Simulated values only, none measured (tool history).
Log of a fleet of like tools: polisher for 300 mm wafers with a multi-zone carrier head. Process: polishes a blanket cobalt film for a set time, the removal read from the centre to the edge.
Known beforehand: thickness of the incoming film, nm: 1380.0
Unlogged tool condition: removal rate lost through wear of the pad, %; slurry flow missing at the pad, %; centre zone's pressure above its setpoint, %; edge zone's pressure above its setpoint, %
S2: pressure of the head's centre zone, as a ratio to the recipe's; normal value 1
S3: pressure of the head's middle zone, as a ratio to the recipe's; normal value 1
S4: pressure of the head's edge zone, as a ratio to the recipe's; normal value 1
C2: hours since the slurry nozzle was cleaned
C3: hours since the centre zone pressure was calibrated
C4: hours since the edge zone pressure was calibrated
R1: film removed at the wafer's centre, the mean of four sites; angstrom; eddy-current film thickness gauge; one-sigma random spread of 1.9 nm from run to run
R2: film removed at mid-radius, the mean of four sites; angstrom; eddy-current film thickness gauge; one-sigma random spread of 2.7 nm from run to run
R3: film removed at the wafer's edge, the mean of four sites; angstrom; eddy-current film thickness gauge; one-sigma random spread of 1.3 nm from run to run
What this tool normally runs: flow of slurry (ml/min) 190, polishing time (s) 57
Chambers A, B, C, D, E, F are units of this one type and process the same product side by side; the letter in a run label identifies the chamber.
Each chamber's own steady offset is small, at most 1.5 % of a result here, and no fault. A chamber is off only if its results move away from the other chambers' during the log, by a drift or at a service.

At hour 2.6: chamber B: edge zone pressure recalibrated.
Run 1B, hour 10: usual settings; wafers polished on this pad 511; C2 168.6; C3 61.2; C4 7.4. Result: R1 2040.6 angstrom, R2 2054.1 angstrom, R3 2049.5 angstrom.
At hour 13.5: chamber C: worn pad replaced by a new one.
At hour 13.6: chamber C: slurry nozzle cleaned.
At hour 21.2: chamber F: worn pad replaced by a new one.
Run 2D, hour 21.6: usual settings; wafers polished on this pad 947; C2 73; C3 59.5; C4 1176.2. Result: R1 2084 angstrom, R2 2044 angstrom, R3 2055.6 angstrom.
At hour 31: chamber D: worn pad replaced by a new one.
Run 3C, hour 33.5: usual settings; wafers polished on this pad 132; C2 19.9; C3 789.1; C4 701.3. Result: R1 2020.2 angstrom, R2 2033.2 angstrom, R3 2019.9 angstrom.
Run 4E, hour 39.9: usual settings; wafers polished on this pad 502; C2 528.4; C3 1035.1; C4 363.7. Result: R1 2100.5 angstrom, R2 2055.2 angstrom, R3 2060.7 angstrom.
At hour 46.7: chamber A: worn pad replaced by a new one.
Run 5A, hour 47: usual settings; wafers polished on this pad 2; C2 143.4; C3 141.7; C4 501.7. Result: R1 2060.3 angstrom, R2 2055.4 angstrom, R3 2044.1 angstrom.
At hour 49.5: chamber B: worn pad replaced by a new one.
Run 6F, hour 58.8: usual settings; wafers polished on this pad 248; C2 430.1; C3 1496; C4 749.6. Result: R1 2116.6 angstrom, R2 2042.5 angstrom, R3 2050.6 angstrom.
Run 7A, hour 64.6: usual settings; wafers polished on this pad 118; C2 161; C3 159.3; C4 519.3. Result: R1 2029.1 angstrom, R2 2047.3 angstrom, R3 2049.2 angstrom.
At hour 75.2: chamber F: centre zone pressure recalibrated.
Run 8F, hour 75.6: usual settings; wafers polished on this pad 359; C2 446.9; C3 0.4; C4 766.4. Result: R1 2039.9 angstrom, R2 2106.9 angstrom, R3 2042.2 angstrom.
At hour 86: chamber E: worn pad replaced by a new one.
Run 9B, hour 87: usual settings; wafers polished on this pad 248; C2 245.6; C3 138.2; C4 84.4. Result: R1 2058.5 angstrom, R2 2054 angstrom, R3 2059.8 angstrom.
At hour 95: chamber C: centre zone pressure recalibrated.
Run 10C, hour 96.6: usual settings; wafers polished on this pad 549; C2 83; C3 1.7; C4 764.4. Result: R1 2090.9 angstrom, R2 2005.4 angstrom, R3 2016.8 angstrom.
At hour 98.2: chamber C: worn pad replaced by a new one.
At hour 102.2: chamber A: edge zone pressure recalibrated.
Run 11E, hour 107.1: usual settings but flow of slurry (ml/min) 210, S3 1.09; wafers polished on this pad 139; C2 595.6; C3 1102.3; C4 430.9. Result: R1 2122.6 angstrom, R2 2283.3 angstrom, R3 2091.2 angstrom.
Run 12D, hour 116.6: usual settings but flow of slurry (ml/min) 210, S3 1.09; wafers polished on this pad 566; C2 168; C3 154.5; C4 1271.2. Result: R1 2078.7 angstrom, R2 2242.4 angstrom, R3 2083.3 angstrom.
Run 13B, hour 124.5: usual settings but flow of slurry (ml/min) 210, S3 1.09; wafers polished on this pad 496; C2 283.1; C3 175.7; C4 121.9. Result: R1 2105.1 angstrom, R2 2231.6 angstrom, R3 2100.1 angstrom.
Run 14E, hour 131.9: usual settings but flow of slurry (ml/min) 210, S3 1.09; wafers polished on this pad 303; C2 620.4; C3 1127.1; C4 455.7. Result: R1 2110.4 angstrom, R2 2298.1 angstrom, R3 2065.7 angstrom.
At hour 137.7: chamber F: worn pad replaced by a new one.
Run 15D, hour 141: usual settings but flow of slurry (ml/min) 210, S3 1.09; wafers polished on this pad 727; C2 192.4; C3 178.9; C4 1295.6. Result: R1 2077.9 angstrom, R2 2214.6 angstrom, R3 2068 angstrom.
Run 16A, hour 147.4: usual settings but flow of slurry (ml/min) 210, S3 1.09; wafers polished on this pad 666; C2 243.8; C3 242.1; C4 45.2. Result: R1 2106.4 angstrom, R2 2292.9 angstrom, R3 2076.9 angstrom.
At hour 153.4: chamber D: worn pad replaced by a new one.
Run 17C, hour 155.8: usual settings; wafers polished on this pad 381; C2 142.2; C3 60.9; C4 823.6. Result: R1 2062.2 angstrom, R2 2033 angstrom, R3 2005 angstrom.
Run 18F, hour 165.5: usual settings; wafers polished on this pad 184; C2 536.8; C3 90.3; C4 856.3. Result: R1 2047.2 angstrom, R2 2115.7 angstrom, R3 2020.8 angstrom.
Run 19E, hour 176.9: usual settings; wafers polished on this pad 601; C2 665.4; C3 1172.1; C4 500.7. Result: R1 2040.3 angstrom, R2 2031.5 angstrom, R3 2066.6 angstrom.
At hour 179.3: chamber A: worn pad replaced by a new one.
At hour 185.4: chamber B: worn pad replaced by a new one.
Run 20D, hour 188.1: usual settings but polishing time (s) 68; wafers polished on this pad 229; C2 239.5; C3 226; C4 1342.7. Result: R1 2508.2 angstrom, R2 2395.7 angstrom, R3 2479.4 angstrom.
At hour 189.7: chamber C: worn pad replaced by a new one.
At hour 197.5: chamber E: worn pad replaced by a new one.
Run 21F, hour 199: usual settings but polishing time (s) 68; wafers polished on this pad 405; C2 570.3; C3 123.8; C4 889.8. Result: R1 2453.5 angstrom, R2 2471.8 angstrom, R3 2432.5 angstrom.
Run 22B, hour 205.8: usual settings but polishing time (s) 68; wafers polished on this pad 135; C2 364.4; C3 257; C4 203.2. Result: R1 2453.6 angstrom, R2 2419 angstrom, R3 2469.6 angstrom.
Run 23A, hour 216.9: usual settings but polishing time (s) 68; wafers polished on this pad 249; C2 313.3; C3 311.6; C4 114.7. Result: R1 2465.6 angstrom, R2 2474.4 angstrom, R3 2442.4 angstrom.
At hour 221.3: chamber E: slurry nozzle cleaned.
Run 24C, hour 225.3: usual settings but polishing time (s) 68; wafers polished on this pad 236; C2 211.7; C3 130.4; C4 893.1. Result: R1 2426.8 angstrom, R2 2473.2 angstrom, R3 2425.9 angstrom.
At hour 228.6: chamber D: slurry nozzle cleaned.
Run 25E, hour 231.9: usual settings but polishing time (s) 68; wafers polished on this pad 228; C2 10.6; C3 1227.1; C4 555.7. Result: R1 2436.8 angstrom, R2 2509.3 angstrom, R3 2466 angstrom.
At hour 236.5: chamber A: slurry nozzle cleaned.
Run 26C, hour 238.4: usual settings; wafers polished on this pad 322; C2 224.8; C3 143.5; C4 906.2. Result: R1 2030.5 angstrom, R2 2042.3 angstrom, R3 2048.5 angstrom.
At hour 240.1: chamber F: worn pad replaced by a new one.
Run 27A, hour 244.5: usual settings; wafers polished on this pad 431; C2 8.1; C3 339.2; C4 142.3. Result: R1 2045.1 angstrom, R2 2016.4 angstrom, R3 2055.6 angstrom.
Run 28B, hour 252.2: usual settings; wafers polished on this pad 442; C2 410.8; C3 303.4; C4 249.6. Result: R1 2010.7 angstrom, R2 2043 angstrom, R3 2057.2 angstrom.
At hour 263.6: chamber C: worn pad replaced by a new one.
Run 29D, hour 263.8: usual settings; wafers polished on this pad 730; C2 35.2; C3 301.7; C4 1418.4. Result: R1 2077.8 angstrom, R2 2041.7 angstrom, R3 2079 angstrom.
Run 30F, hour 275: usual settings; wafers polished on this pad 230; C2 646.3; C3 199.8; C4 965.8. Result: R1 2044.1 angstrom, R2 2030.2 angstrom, R3 2049.7 angstrom.
At hour 282: chamber C: slurry nozzle cleaned.
Run 31E, hour 285.8: usual settings but S3 1.04; wafers polished on this pad 584; C2 64.5; C3 1281; C4 609.6. Result: R1 2077.4 angstrom, R2 2114.6 angstrom, R3 2055.9 angstrom.
At hour 287.4: chamber F: slurry nozzle cleaned.
At hour 294.3: chamber B: worn pad replaced by a new one.
At hour 294.5: chamber D: worn pad replaced by a new one.
Run 32F, hour 296.5: usual settings but S3 1.04; wafers polished on this pad 373; C2 9.1; C3 221.3; C4 987.3. Result: R1 2098.1 angstrom, R2 2150.3 angstrom, R3 2032.5 angstrom.
Run 33D, hour 305: usual settings but S3 1.04; wafers polished on this pad 69; C2 76.4; C3 342.9; C4 1459.6. Result: R1 2104.3 angstrom, R2 2145 angstrom, R3 2059.6 angstrom.
Run 34C, hour 310.8: usual settings but S3 1.04; wafers polished on this pad 312; C2 28.9; C3 215.9; C4 978.6. Result: R1 2050.2 angstrom, R2 2087.9 angstrom, R3 2033.4 angstrom.
Run 35A, hour 322.2: usual settings but S3 1.04; wafers polished on this pad 945; C2 85.8; C3 416.9; C4 220. Result: R1 2086.8 angstrom, R2 2167.6 angstrom, R3 2051.5 angstrom.
Run 36B, hour 333.2: usual settings but S3 1.04; wafers polished on this pad 257; C2 491.8; C3 384.4; C4 330.6. Result: R1 2069 angstrom, R2 2132 angstrom, R3 2061.7 angstrom.
Run 37B, hour 339.7: usual settings; wafers polished on this pad 300; C2 498.3; C3 390.9; C4 337.1. Result: R1 2037.6 angstrom, R2 2061.9 angstrom, R3 2078.2 angstrom.

Does one chamber stand apart from the rest, does the shared gauge drift, or is all well apart from small per-chamber offsets? Give the chamber and the most likely cause, where there is one.

The fleet is healthy, with each chamber sitting at its usual small offset and no drift in the gauge.
